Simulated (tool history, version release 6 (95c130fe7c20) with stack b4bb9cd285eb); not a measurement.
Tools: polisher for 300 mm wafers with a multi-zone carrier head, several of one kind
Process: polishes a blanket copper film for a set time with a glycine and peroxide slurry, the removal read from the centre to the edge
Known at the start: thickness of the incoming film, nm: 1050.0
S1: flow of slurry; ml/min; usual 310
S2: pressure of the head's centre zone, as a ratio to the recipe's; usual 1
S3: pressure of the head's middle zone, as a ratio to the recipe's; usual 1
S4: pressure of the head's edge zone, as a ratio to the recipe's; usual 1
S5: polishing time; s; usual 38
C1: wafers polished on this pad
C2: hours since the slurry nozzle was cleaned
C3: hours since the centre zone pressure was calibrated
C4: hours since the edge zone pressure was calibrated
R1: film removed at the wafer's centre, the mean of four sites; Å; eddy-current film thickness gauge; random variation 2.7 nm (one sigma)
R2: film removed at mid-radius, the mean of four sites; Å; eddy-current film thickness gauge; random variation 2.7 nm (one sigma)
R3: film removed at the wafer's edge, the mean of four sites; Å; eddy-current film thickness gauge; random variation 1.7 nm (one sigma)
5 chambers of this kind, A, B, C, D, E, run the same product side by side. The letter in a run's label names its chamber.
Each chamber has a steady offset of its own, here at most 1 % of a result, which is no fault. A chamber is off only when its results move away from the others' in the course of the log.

{"hour": 3.3, "done": "chamber C: slurry nozzle cleaned"}
{"run": "1D", "hour": 6.2, "S1": 310, "S2": 1, "S3": 1, "S4": 1, "S5": 38, "C1": 579, "C2": 296, "C3": 427.7, "C4": 539.4, "R1": 1971.6, "R2": 1933.1, "R3": 1968.9}
{"run": "2A", "hour": 13.1, "S1": 310, "S2": 1, "S3": 1, "S4": 1, "S5": 38, "C1": 212, "C2": 114.4, "C3": 125.1, "C4": 226.9, "R1": 1961, "R2": 1971.3, "R3": 1970.1}
{"hour": 15.4, "done": "chamber D: edge zone pressure recalibrated"}
{"run": "3E", "hour": 17.6, "S1": 310, "S2": 1, "S3": 1, "S4": 1, "S5": 38, "C1": 598, "C2": 574.6, "C3": 412.6, "C4": 202.1, "R1": 2007.4, "R2": 1943, "R3": 1916.5}
{"run": "4B", "hour": 20.7, "S1": 310, "S2": 1, "S3": 1, "S4": 1, "S5": 38, "C1": 236, "C2": 709.8, "C3": 1267.4, "C4": 1110.5, "R1": 1918.9, "R2": 1971.3, "R3": 1965.1}
{"hour": 26.8, "done": "chamber E: worn pad replaced by a new one"}
{"run": "5C", "hour": 27.2, "S1": 310, "S2": 1, "S3": 1, "S4": 1, "S5": 38, "C1": 372, "C2": 24, "C3": 1062.8, "C4": 706.3, "R1": 1938.2, "R2": 1931.9, "R3": 1967.9}
{"run": "6E", "hour": 31.1, "S1": 310, "S2": 1, "S3": 1, "S4": 1, "S5": 38, "C1": 42, "C2": 588.1, "C3": 426.1, "C4": 215.6, "R1": 1960.4, "R2": 1975.3, "R3": 1938.3}
{"run": "7B", "hour": 35.5, "S1": 310, "S2": 1, "S3": 0.94, "S4": 1, "S5": 38, "C1": 381, "C2": 724.6, "C3": 1282.2, "C4": 1125.3, "R1": 1918.9, "R2": 1865.6, "R3": 1960.4}
{"run": "8A", "hour": 41.2, "S1": 310, "S2": 1, "S3": 0.94, "S4": 1, "S5": 38, "C1": 487, "C2": 142.5, "C3": 153.2, "C4": 255, "R1": 1922.3, "R2": 1827.5, "R3": 1959.5}
{"hour": 48.0, "done": "chamber B: slurry nozzle cleaned"}
{"run": "9D", "hour": 48.2, "S1": 310, "S2": 1, "S3": 0.94, "S4": 1, "S5": 38, "C1": 990, "C2": 338, "C3": 469.7, "C4": 32.9, "R1": 1911.6, "R2": 1875.3, "R3": 1966.1}
{"hour": 52.1, "done": "chamber C: centre zone pressure recalibrated"}
{"hour": 52.6, "done": "chamber C: worn pad replaced by a new one"}
{"run": "10C", "hour": 54.1, "S1": 310, "S2": 1, "S3": 0.94, "S4": 1, "S5": 38, "C1": 15, "C2": 50.9, "C3": 2, "C4": 733.2, "R1": 1921.2, "R2": 1845.8, "R3": 1963.7}
{"run": "11D", "hour": 61.1, "S1": 310, "S2": 1, "S3": 0.94, "S4": 1, "S5": 38, "C1": 1116, "C2": 350.9, "C3": 482.6, "C4": 45.8, "R1": 1950.3, "R2": 1830.7, "R3": 1950.3}
{"run": "12B", "hour": 65.2, "S1": 310, "S2": 1, "S3": 1, "S4": 1, "S5": 38, "C1": 671, "C2": 17.3, "C3": 1311.9, "C4": 1155, "R1": 1994.3, "R2": 1945.2, "R3": 1971}
{"run": "13E", "hour": 71.1, "S1": 310, "S2": 1, "S3": 1, "S4": 1, "S5": 38, "C1": 434, "C2": 628.1, "C3": 466.1, "C4": 255.6, "R1": 1974.3, "R2": 1898.7, "R3": 1937.6}
{"hour": 72.1, "done": "chamber D: worn pad replaced by a new one"}
{"run": "14A", "hour": 74.5, "S1": 310, "S2": 1, "S3": 1, "S4": 1, "S5": 38, "C1": 813, "C2": 175.8, "C3": 186.5, "C4": 288.3, "R1": 1906.2, "R2": 1914.2, "R3": 1976.9}
{"run": "15C", "hour": 80.3, "S1": 310, "S2": 1, "S3": 1, "S4": 1, "S5": 38, "C1": 271, "C2": 77.1, "C3": 28.2, "C4": 759.4, "R1": 1916, "R2": 1936, "R3": 1930}
{"run": "16C", "hour": 84.4, "S1": 310, "S2": 1, "S3": 1, "S4": 1, "S5": 38, "C1": 311, "C2": 81.2, "C3": 32.3, "C4": 763.5, "R1": 1936.7, "R2": 1939.4, "R3": 1964.3}
{"run": "17B", "hour": 89.7, "S1": 310, "S2": 1, "S3": 1, "S4": 1, "S5": 38, "C1": 911, "C2": 41.8, "C3": 1336.4, "C4": 1179.5, "R1": 1941.6, "R2": 1978.9, "R3": 1958.3}
{"run": "18A", "hour": 94.0, "S1": 310, "S2": 1, "S3": 1, "S4": 1, "S5": 46, "C1": 1004, "C2": 195.3, "C3": 206, "C4": 307.8, "R1": 2353.8, "R2": 2378.3, "R3": 2395.3}
{"hour": 97.7, "done": "chamber E: centre zone pressure recalibrated"}
{"run": "19E", "hour": 98.3, "S1": 310, "S2": 1, "S3": 1, "S4": 1, "S5": 46, "C1": 700, "C2": 655.3, "C3": 0.6, "C4": 282.8, "R1": 2112.4, "R2": 2394.2, "R3": 2350.8}
{"hour": 98.9, "done": "chamber E: slurry nozzle cleaned"}
{"run": "20D", "hour": 103.6, "S1": 310, "S2": 1, "S3": 1, "S4": 1, "S5": 46, "C1": 309, "C2": 393.4, "C3": 525.1, "C4": 88.3, "R1": 2306.8, "R2": 2326.4, "R3": 2396.8}
{"hour": 104.5, "done": "chamber E: worn pad replaced by a new one"}
{"run": "21B", "hour": 109.1, "S1": 310, "S2": 1, "S3": 1, "S4": 1, "S5": 46, "C1": 1101, "C2": 61.2, "C3": 1355.8, "C4": 1198.9, "R1": 2426.4, "R2": 2383.9, "R3": 2385}
{"hour": 111.0, "done": "chamber C: worn pad replaced by a new one"}
{"run": "22D", "hour": 115.4, "S1": 310, "S2": 1, "S3": 1, "S4": 1, "S5": 46, "C1": 424, "C2": 405.2, "C3": 536.9, "C4": 100.1, "R1": 2332.1, "R2": 2325.3, "R3": 2374.2}
{"run": "23A", "hour": 122.3, "S1": 310, "S2": 1, "S3": 1, "S4": 1, "S5": 38, "C1": 1281, "C2": 223.6, "C3": 234.3, "C4": 336.1, "R1": 1947.7, "R2": 1962.5, "R3": 1973.3}
{"hour": 128.6, "done": "chamber A: worn pad replaced by a new one"}
{"run": "24C", "hour": 128.9, "S1": 310, "S2": 1, "S3": 1, "S4": 1, "S5": 38, "C1": 175, "C2": 125.7, "C3": 76.8, "C4": 808, "R1": 1934.4, "R2": 1965.3, "R3": 1964.2}
{"hour": 134.7, "done": "chamber B: centre zone pressure recalibrated"}
{"run": "25E", "hour": 135.8, "S1": 310, "S2": 1, "S3": 1, "S4": 1, "S5": 38, "C1": 306, "C2": 36.9, "C3": 38.1, "C4": 320.3, "R1": 1703.3, "R2": 1891.7, "R3": 1968.9}
{"run": "26E", "hour": 141.5, "S1": 310, "S2": 1, "S3": 1, "S4": 1, "S5": 38, "C1": 362, "C2": 42.6, "C3": 43.8, "C4": 326, "R1": 1741.6, "R2": 1908.1, "R3": 1923.7}
{"run": "27D", "hour": 145.3, "S1": 310, "S2": 1, "S3": 1, "S4": 1, "S5": 38, "C1": 717, "C2": 435.1, "C3": 566.8, "C4": 130, "R1": 1902, "R2": 1969.5, "R3": 1960.4}
{"run": "28A", "hour": 150.0, "S1": 310, "S2": 1, "S3": 1, "S4": 1, "S5": 38, "C1": 209, "C2": 251.3, "C3": 262, "C4": 363.8, "R1": 1960.4, "R2": 1942.2, "R3": 1926}
{"run": "29C", "hour": 156.4, "S1": 310, "S2": 1, "S3": 1, "S4": 0.96, "S5": 38, "C1": 445, "C2": 153.2, "C3": 104.3, "C4": 835.5, "R1": 1961.2, "R2": 1886.6, "R3": 1904.7}
{"hour": 156.6, "done": "chamber B: worn pad replaced by a new one"}
{"run": "30B", "hour": 162.3, "S1": 310, "S2": 1, "S3": 1, "S4": 0.96, "S5": 38, "C1": 56, "C2": 114.4, "C3": 27.6, "C4": 1252.1, "R1": 1916.7, "R2": 1871.8, "R3": 1906.5}
{"hour": 165.4, "done": "chamber C: worn pad replaced by a new one"}
{"run": "31C", "hour": 167.0, "S1": 310, "S2": 1, "S3": 1, "S4": 0.96, "S5": 38, "C1": 16, "C2": 163.8, "C3": 114.9, "C4": 846.1, "R1": 1954, "R2": 1967.9, "R3": 1917.6}
{"run": "32B", "hour": 170.1, "S1": 310, "S2": 1, "S3": 1, "S4": 0.96, "S5": 38, "C1": 132, "C2": 122.2, "C3": 35.4, "C4": 1259.9, "R1": 1964.2, "R2": 1950.9, "R3": 1931.2}
{"run": "33E", "hour": 174.1, "S1": 310, "S2": 1, "S3": 1, "S4": 0.96, "S5": 38, "C1": 681, "C2": 75.2, "C3": 76.4, "C4": 358.6, "R1": 1719.7, "R2": 1970.9, "R3": 1901.3}

What goes on in this fleet: one chamber off, a drifting gauge, or nothing beyond the chambers' own small offsets? Name the chamber and the cause, if any.

A service left chamber E off against the others.
Cause: centre zone's pressure below its setpoint, % = 9.94.

Here are 4 candidates for chamber E's next run, each the usual settings with a change, their results left as question marks. Which one brings its results back in line with what the others give on the usual settings?
In line means no further than this from the other chambers' mean on the usual settings: R1 95 Å; R2 96 Å; R3 58 Å
{"run": "34E-1", "hour": 179.1, "S1": 305, "S2": 0.91, "S3": 1.02, "S4": 1.03, "S5": 37, "R1": "?", "R2": "?", "R3": "?"}
{"run": "34E-2", "hour": 179.1, "S1": 315, "S2": 1.09, "S3": 0.98, "S4": 0.97, "S5": 39, "R1": "?", "R2": "?", "R3": "?"}
{"run": "34E-3", "hour": 179.1, "S1": 310, "S2": 1.02, "S3": 0.99, "S4": 0.99, "S5": 38, "R1": "?", "R2": "?", "R3": "?"}
{"run": "34E-4", "hour": 179.1, "S1": 310, "S2": 0.98, "S3": 1.01, "S4": 1.01, "S5": 38, "R1": "?", "R2": "?", "R3": "?"}

The other chambers' mean on the usual settings: R1 1944.8 Å; R2 1947.8 Å; R3 1957.8 Å
run=34E-1 R1=1508.9 R2=1953.5 R3=1906.9
run=34E-2 R1=1954.2 R2=1989.4 R3=1952.9
run=34E-3 R1=1765.3 R2=1954.2 R3=1920.9
run=34E-4 R1=1688 R2=1990.6 R3=1940.7
34E-2 brings the chamber back in line.

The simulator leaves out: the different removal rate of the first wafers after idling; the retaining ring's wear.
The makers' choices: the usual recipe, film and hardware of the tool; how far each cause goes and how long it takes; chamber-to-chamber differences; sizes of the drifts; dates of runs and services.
